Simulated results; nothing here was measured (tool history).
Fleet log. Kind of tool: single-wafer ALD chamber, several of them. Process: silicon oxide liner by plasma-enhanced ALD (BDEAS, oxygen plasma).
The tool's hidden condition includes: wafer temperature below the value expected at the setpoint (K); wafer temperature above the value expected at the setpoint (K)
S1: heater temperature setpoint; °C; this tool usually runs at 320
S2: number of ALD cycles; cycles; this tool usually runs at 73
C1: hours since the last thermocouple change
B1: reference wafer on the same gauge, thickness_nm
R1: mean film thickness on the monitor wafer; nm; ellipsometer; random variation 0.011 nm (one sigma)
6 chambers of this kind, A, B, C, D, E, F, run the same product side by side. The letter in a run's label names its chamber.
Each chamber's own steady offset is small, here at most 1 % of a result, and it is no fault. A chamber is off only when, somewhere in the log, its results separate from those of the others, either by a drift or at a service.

{"run": "1E", "day": 0.167, "S1": 320, "S2": 73, "C1": 717.7, "B1": 7.8784, "R1": 6.6633}
{"run": "2F", "day": 0.333, "S1": 320, "S2": 73, "C1": 980.6, "B1": 7.8825, "R1": 6.5895}
{"run": "3B", "day": 0.525, "S1": 320, "S2": 73, "C1": 493.0, "B1": 7.8851, "R1": 6.5773}
{"run": "4C", "day": 0.679, "S1": 320, "S2": 73, "C1": 1115.4, "B1": 7.8882, "R1": 6.6629}
{"run": "5A", "day": 0.775, "S1": 320, "S2": 73, "C1": 1873.3, "B1": 7.8875, "R1": 6.626}
{"run": "6D", "day": 0.942, "S1": 320, "S2": 73, "C1": 680.2, "B1": 7.8902, "R1": 6.6803}
{"run": "7A", "day": 1.154, "S1": 320, "S2": 73, "C1": 1882.4, "B1": 7.886, "R1": 6.6158}
{"run": "8D", "day": 1.317, "S1": 320, "S2": 73, "C1": 689.2, "B1": 7.8923, "R1": 6.6653}
{"run": "9C", "day": 1.467, "S1": 320, "S2": 62, "C1": 1134.3, "B1": 7.8934, "R1": 5.6675}
{"run": "10E", "day": 1.579, "S1": 320, "S2": 62, "C1": 751.6, "B1": 7.8926, "R1": 5.6593}
{"run": "11F", "day": 1.704, "S1": 320, "S2": 62, "C1": 1013.5, "B1": 7.8982, "R1": 5.6327}
{"run": "12B", "day": 1.858, "S1": 320, "S2": 62, "C1": 525.0, "B1": 7.8995, "R1": 5.601}
{"run": "13A", "day": 2.008, "S1": 320, "S2": 62, "C1": 1902.9, "B1": 7.9, "R1": 5.6151}
{"run": "14B", "day": 2.175, "S1": 320, "S2": 62, "C1": 532.6, "B1": 7.8974, "R1": 5.6084}
{"run": "15F", "day": 2.325, "S1": 320, "S2": 73, "C1": 1028.4, "B1": 7.9024, "R1": 6.6295}
{"run": "16E", "day": 2.533, "S1": 320, "S2": 73, "C1": 774.5, "B1": 7.9081, "R1": 6.6946}
{"run": "17C", "day": 2.654, "S1": 320, "S2": 73, "C1": 1162.8, "B1": 7.9042, "R1": 6.6707}
{"run": "18D", "day": 2.867, "S1": 320, "S2": 73, "C1": 726.4, "B1": 7.903, "R1": 6.6999}
{"run": "19C", "day": 3.05, "S1": 320, "S2": 73, "C1": 1172.3, "B1": 7.9085, "R1": 6.6856}
{"run": "20F", "day": 3.2, "S1": 320, "S2": 73, "C1": 1049.4, "B1": 7.9134, "R1": 6.6323}
{"run": "21E", "day": 3.346, "S1": 320, "S2": 73, "C1": 794.0, "B1": 7.9085, "R1": 6.6852}
{"run": "22B", "day": 3.533, "S1": 320, "S2": 73, "C1": 565.2, "B1": 7.9122, "R1": 6.6109}
{"run": "23D", "day": 3.704, "S1": 320, "S2": 73, "C1": 746.5, "B1": 7.9158, "R1": 6.695}
{"run": "24A", "day": 3.796, "S1": 320, "S2": 73, "C1": 1945.8, "B1": 7.9144, "R1": 6.6233}
{"run": "25C", "day": 3.946, "S1": 320, "S2": 73, "C1": 1193.8, "B1": 7.9161, "R1": 6.6855}
{"run": "26D", "day": 4.15, "S1": 320, "S2": 73, "C1": 757.2, "B1": 7.9185, "R1": 6.6726}
{"run": "27E", "day": 4.312, "S1": 320, "S2": 73, "C1": 817.2, "B1": 7.9195, "R1": 6.6862}
{"run": "28F", "day": 4.483, "S1": 320, "S2": 73, "C1": 1080.2, "B1": 7.9241, "R1": 6.639}
{"run": "29A", "day": 4.596, "S1": 320, "S2": 73, "C1": 1965.0, "B1": 7.9244, "R1": 6.6319}
{"run": "30B", "day": 4.779, "S1": 320, "S2": 73, "C1": 595.1, "B1": 7.9253, "R1": 6.6157}
{"run": "31F", "day": 4.917, "S1": 320, "S2": 73, "C1": 1090.6, "B1": 7.9293, "R1": 6.6498}
{"run": "32E", "day": 5.05, "S1": 313, "S2": 63, "C1": 834.9, "B1": 7.9273, "R1": 5.8399}
{"run": "33B", "day": 5.142, "S1": 313, "S2": 63, "C1": 603.8, "B1": 7.9307, "R1": 5.7846}
{"run": "34D", "day": 5.346, "S1": 313, "S2": 63, "C1": 785.9, "B1": 7.9315, "R1": 5.8647}
{"run": "35A", "day": 5.45, "S1": 313, "S2": 63, "C1": 1985.5, "B1": 7.9329, "R1": 5.7986}
{"run": "36C", "day": 5.554, "S1": 313, "S2": 63, "C1": 1232.4, "B1": 7.9328, "R1": 5.8312}

For the next run the whole fleet of 6 chambers uses the same settings. Give each chamber's results:
{"run": "37A", "day": 5.708, "S1": 320, "S2": 81, "R1": "?"}
{"run": "37B", "day": 5.708, "S1": 320, "S2": 81, "R1": "?"}
{"run": "37C", "day": 5.708, "S1": 320, "S2": 81, "R1": "?"}
{"run": "37D", "day": 5.708, "S1": 320, "S2": 81, "R1": "?"}
{"run": "37E", "day": 5.708, "S1": 320, "S2": 81, "R1": "?"}
{"run": "37F", "day": 5.708, "S1": 320, "S2": 81, "R1": "?"}

run=37A R1=7.3915
run=37B R1=7.3414
run=37C R1=7.4207
run=37D R1=7.4363
run=37E R1=7.4435
run=37F R1=7.3902
